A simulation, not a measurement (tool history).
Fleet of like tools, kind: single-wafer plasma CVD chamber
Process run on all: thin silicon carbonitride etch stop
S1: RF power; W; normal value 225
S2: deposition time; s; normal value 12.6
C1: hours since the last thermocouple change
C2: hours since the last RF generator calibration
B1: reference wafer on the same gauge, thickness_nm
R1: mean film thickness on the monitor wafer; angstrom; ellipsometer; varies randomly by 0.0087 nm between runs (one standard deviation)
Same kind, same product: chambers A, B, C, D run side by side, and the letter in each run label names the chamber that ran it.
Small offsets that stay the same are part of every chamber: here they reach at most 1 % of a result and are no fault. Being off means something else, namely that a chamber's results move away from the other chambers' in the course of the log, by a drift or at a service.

| run | hour | S1 | S2 | C1 | C2 | B1 | R1 |
|---|---|---|---|---|---|---|---|
| 1D | 7.2 | 225 | 12.6 | 1354.8 | 1946.2 | 7.2301 | 74.554 |
| 2A | 12.1 | 225 | 12.6 | 636.7 | 1156.1 | 7.2283 | 73.980 |
| 3C | 18.3 | 225 | 12.6 | 338.4 | 1962.1 | 7.2264 | 73.819 |
| 4B | 26.9 | 225 | 12.6 | 85.5 | 681.1 | 7.2248 | 74.814 |
|  | 27.4 | chamber A: RF generator calibrated |
| 5A | 34.2 | 225 | 12.6 | 658.8 | 6.9 | 7.2231 | 73.902 |
| 6B | 42.5 | 225 | 12.6 | 101.1 | 696.7 | 7.2230 | 74.822 |
| 7C | 48.9 | 225 | 12.6 | 369.0 | 1992.7 | 7.2225 | 73.764 |
| 8D | 58.7 | 225 | 12.6 | 1406.3 | 1997.7 | 7.2207 | 74.369 |
| 9B | 63.1 | 225 | 12.6 | 121.7 | 717.3 | 7.2186 | 74.830 |
| 10D | 69.2 | 225 | 12.6 | 1416.8 | 2008.2 | 7.2193 | 74.495 |
| 11C | 76.5 | 225 | 12.6 | 396.6 | 2020.3 | 7.2167 | 73.895 |
| 12A | 84.8 | 225 | 12.6 | 709.4 | 57.5 | 7.2166 | 73.856 |
| 13B | 92.1 | 225 | 12.6 | 150.7 | 746.3 | 7.2152 | 74.631 |
| 14A | 98.7 | 225 | 12.6 | 723.3 | 71.4 | 7.2136 | 73.803 |
|  | 105.0 | chamber C: RF generator calibrated |
| 15C | 108.0 | 225 | 12.6 | 428.1 | 3.0 | 7.2126 | 73.805 |
| 16D | 114.8 | 225 | 12.6 | 1462.4 | 2053.8 | 7.2135 | 74.506 |
| 17C | 120.3 | 225 | 12.6 | 440.4 | 15.3 | 7.2116 | 73.745 |
| 18B | 125.7 | 225 | 12.6 | 184.3 | 779.9 | 7.2073 | 74.597 |
| 19A | 135.0 | 225 | 12.6 | 759.6 | 107.7 | 7.2047 | 73.974 |
| 20D | 144.2 | 225 | 12.6 | 1491.8 | 2083.2 | 7.2059 | 74.108 |
| 21B | 149.1 | 225 | 12.6 | 207.7 | 803.3 | 7.2029 | 74.476 |
| 22A | 154.7 | 225 | 12.6 | 779.3 | 127.4 | 7.2037 | 73.605 |
| 23C | 161.8 | 225 | 12.6 | 481.9 | 56.8 | 7.2012 | 73.662 |
| 24D | 168.1 | 225 | 12.6 | 1515.7 | 2107.1 | 7.2013 | 74.031 |
| 25C | 173.9 | 225 | 12.6 | 494.0 | 68.9 | 7.1989 | 73.582 |
| 26B | 180.2 | 225 | 12.6 | 238.8 | 834.4 | 7.1997 | 74.567 |
| 27A | 186.3 | 225 | 12.6 | 810.9 | 159.0 | 7.1978 | 73.766 |
| 28D | 195.3 | 225 | 12.6 | 1542.9 | 2134.3 | 7.1956 | 74.166 |
| 29B | 199.6 | 225 | 12.6 | 258.2 | 853.8 | 7.1957 | 74.556 |

Which is it: a chamber that has drifted or been left off by a service, a gauge drift common to all chambers, or only each chamber's usual small offset? If a chamber is off, name it and its likeliest cause.

None of the chambers is off. What moves is the gauge, dragging all their readings along together.
Cause: gauge reads low (%) = 0.484.
